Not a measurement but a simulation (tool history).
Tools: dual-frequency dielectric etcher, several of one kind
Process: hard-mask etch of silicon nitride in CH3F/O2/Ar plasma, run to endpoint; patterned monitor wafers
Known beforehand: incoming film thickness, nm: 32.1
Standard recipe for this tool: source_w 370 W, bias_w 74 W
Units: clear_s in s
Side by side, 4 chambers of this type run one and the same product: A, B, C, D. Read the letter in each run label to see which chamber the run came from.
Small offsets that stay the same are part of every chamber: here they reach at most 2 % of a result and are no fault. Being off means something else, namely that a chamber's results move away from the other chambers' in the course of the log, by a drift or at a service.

run   hour  source_w  bias_w  clear_s
 1C    3.1       370      74   47.100
 2D    5.4       370      74   47.557
 3A    7.6       370      74   47.781
 4B   10.1       370      74   46.375
 5B   13.1       370      74   46.829
 6A   15.6       370      74   47.357
 7C   20.3       370      74   47.228
 8D   23.8       450      89   41.203
 9C   27.4       450      89   41.246
10B   31.5       450      89   40.462
11D   34.2       450      89   41.410
12A   39.3       370      74   47.588
13D   43.8       370      83   45.889
14A   46.3       370      83   45.495
      47.4  -- chamber C: wet clean of the chamber
15C   50.8       370      83   45.342
16B   55.6       370      83   44.434
17C   59.4       280      64   55.417
18B   63.6       280      64   54.256
19D   68.0       280      64   55.484
20A   72.7       280      64   55.848
21B   76.7       370      74   45.529
22C   79.5       370      74   47.069
23D   82.2       370      74   47.623
24A   84.6       370      74   47.588
25D   88.1       370      74   47.376
26B   92.5       370      74   45.413
27C   97.1       370      74   47.248
28A   99.5       370      74   47.532
29D  103.2       370      74   47.826
30B  106.1       370      74   44.844
31C  110.8       370      74   47.011
32A  114.8       370      74   47.529
33A  119.4       370      74   47.722

All 4 chambers run these settings next. Forecast each chamber's results:
34A  123.1       370      74        ?
34B  123.1       370      74        ?
34C  123.1       370      74        ?
34D  123.1       370      74        ?

run  clear_s
34A   47.388
34B   44.366
34C   47.199
34D   47.264
